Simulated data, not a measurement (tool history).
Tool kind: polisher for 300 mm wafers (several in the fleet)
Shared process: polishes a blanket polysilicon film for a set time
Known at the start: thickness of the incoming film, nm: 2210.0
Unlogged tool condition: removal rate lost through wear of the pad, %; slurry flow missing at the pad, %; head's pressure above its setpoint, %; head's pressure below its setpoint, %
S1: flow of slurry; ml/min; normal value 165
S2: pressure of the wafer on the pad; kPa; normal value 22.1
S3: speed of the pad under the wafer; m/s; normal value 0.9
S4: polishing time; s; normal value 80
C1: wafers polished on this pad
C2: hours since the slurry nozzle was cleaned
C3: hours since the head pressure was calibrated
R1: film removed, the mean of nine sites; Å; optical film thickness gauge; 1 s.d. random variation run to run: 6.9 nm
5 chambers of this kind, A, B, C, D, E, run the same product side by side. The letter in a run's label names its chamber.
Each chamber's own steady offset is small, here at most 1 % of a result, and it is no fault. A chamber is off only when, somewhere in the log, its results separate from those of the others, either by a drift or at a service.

run,hour,S1,S2,S3,S4,C1,C2,C3,R1
1D,9,165,22.1,0.9,80,231,202,13.1,5889.6
2C,19.3,165,22.1,0.9,80,694,499.3,750.6,5721.2
# hour 21.8: chamber D: slurry nozzle cleaned
# hour 26.8: chamber C: worn pad replaced by a new one
3A,28.3,165,22.1,0.9,80,627,157.3,907,5900.7
4B,34.6,165,22.1,0.9,80,742,433.9,128.5,5917.8
# hour 39: chamber B: worn pad replaced by a new one
# hour 41.6: chamber D: worn pad replaced by a new one
5E,43.4,165,22.1,0.9,80,769,298.9,1126,5996.5
6B,53.3,165,22.1,0.9,80,130,452.6,147.2,5972.2
# hour 54.3: chamber A: worn pad replaced by a new one
7A,64.2,145,22.1,0.8,80,90,193.2,942.9,5115.4
8D,75,145,22.1,0.8,80,303,53.3,79.1,5122.1
# hour 79.1: chamber E: worn pad replaced by a new one
9E,85.9,145,22.1,0.8,80,62,341.4,1168.5,5140.7
10C,93.2,145,22.1,0.8,80,603,573.2,824.5,5123.6
# hour 99.8: chamber D: worn pad replaced by a new one
11B,103.1,145,22.1,0.8,80,582,502.4,197,5142
12E,108.3,135,29,0.9,80,265,363.8,1190.9,7607.9
13C,114.4,135,29,0.9,80,796,594.4,845.7,7470.1
# hour 115.3: chamber C: worn pad replaced by a new one
14A,124.6,135,29,0.9,80,638,253.6,1003.3,7599.3
# hour 128.6: chamber B: worn pad replaced by a new one
15D,130.6,135,29,0.9,80,279,108.9,134.7,7484.2
# hour 134.6: chamber A: worn pad replaced by a new one
16B,138.8,135,29,0.9,80,93,538.1,232.7,7584.1
# hour 140.3: chamber A: head pressure recalibrated
17D,145.6,165,22.1,0.9,80,416,123.9,149.7,5722.1
18C,155.3,165,22.1,0.9,80,363,635.3,886.6,6028.9
# hour 157.7: chamber D: worn pad replaced by a new one
19A,160.7,165,22.1,0.9,80,237,289.7,20.5,5940.7
20E,168.5,165,22.1,0.9,101,812,424,1251.1,7474.6
21C,176.9,165,22.1,0.9,101,559,656.9,908.2,7602.5
22A,188.1,165,22.1,0.9,101,486,317.1,47.9,7302
23E,193.9,165,22.1,0.9,101,1043,449.4,1276.5,7460.7
# hour 195.5: chamber C: worn pad replaced by a new one
# hour 196.9: chamber E: worn pad replaced by a new one
24D,201.7,165,22.1,0.9,101,400,180,205.8,7436.2
25B,208.3,165,22.1,0.9,80,724,607.6,302.2,5724.8
# hour 215.3: chamber A: worn pad replaced by a new one
# hour 217.1: chamber B: worn pad replaced by a new one
26A,217.1,165,22.1,0.9,80,17,346.1,76.9,5858.2
27D,227.1,165,22.1,0.9,80,630,205.4,231.2,5850.1
# hour 227.4: chamber D: slurry nozzle cleaned
# hour 233: chamber D: worn pad replaced by a new one
28C,238.1,165,22.1,0.9,80,387,718.1,969.4,6209.5
29B,249,165,24.1,1.2,80,290,648.3,342.9,8509
30E,255.8,165,24.1,1.2,80,535,511.3,1338.4,8667.9
31C,266.3,165,24.1,1.2,80,643,746.3,997.6,9168.4
32E,273.1,165,24.1,1.2,80,692,528.6,1355.7,8642.9
# hour 280.7: chamber C: worn pad replaced by a new one
33B,283.1,165,24.1,1.2,80,600,682.4,377,8653.5
34A,292.1,165,22.1,0.78,66,698,421.1,151.9,4126.1
# hour 297.2: chamber D: worn pad replaced by a new one
35D,298.7,165,22.1,0.78,66,14,71.4,302.8,4196
# hour 301.2: chamber B: worn pad replaced by a new one
36C,305.6,165,22.1,0.78,66,226,785.6,1036.9,4534.1
37D,310.8,165,22.1,0.78,66,124,83.5,314.9,4200
# hour 312.2: chamber E: worn pad replaced by a new one
38B,321.6,165,22.1,0.78,66,185,720.9,415.5,4159.1
39E,331.5,165,22.1,0.9,80,175,587,1414.1,5823.2

Each of the 5 chambers runs these same settings next. Fill in every chamber's results:
40A,339.6,165,22.1,0.9,80,,,,?
40B,339.6,165,22.1,0.9,80,,,,?
40C,339.6,165,22.1,0.9,80,,,,?
40D,339.6,165,22.1,0.9,80,,,,?
40E,339.6,165,22.1,0.9,80,,,,?

run,R1
40A,5849.9
40B,5759.8
40C,6421.2
40D,5901
40E,5945.2
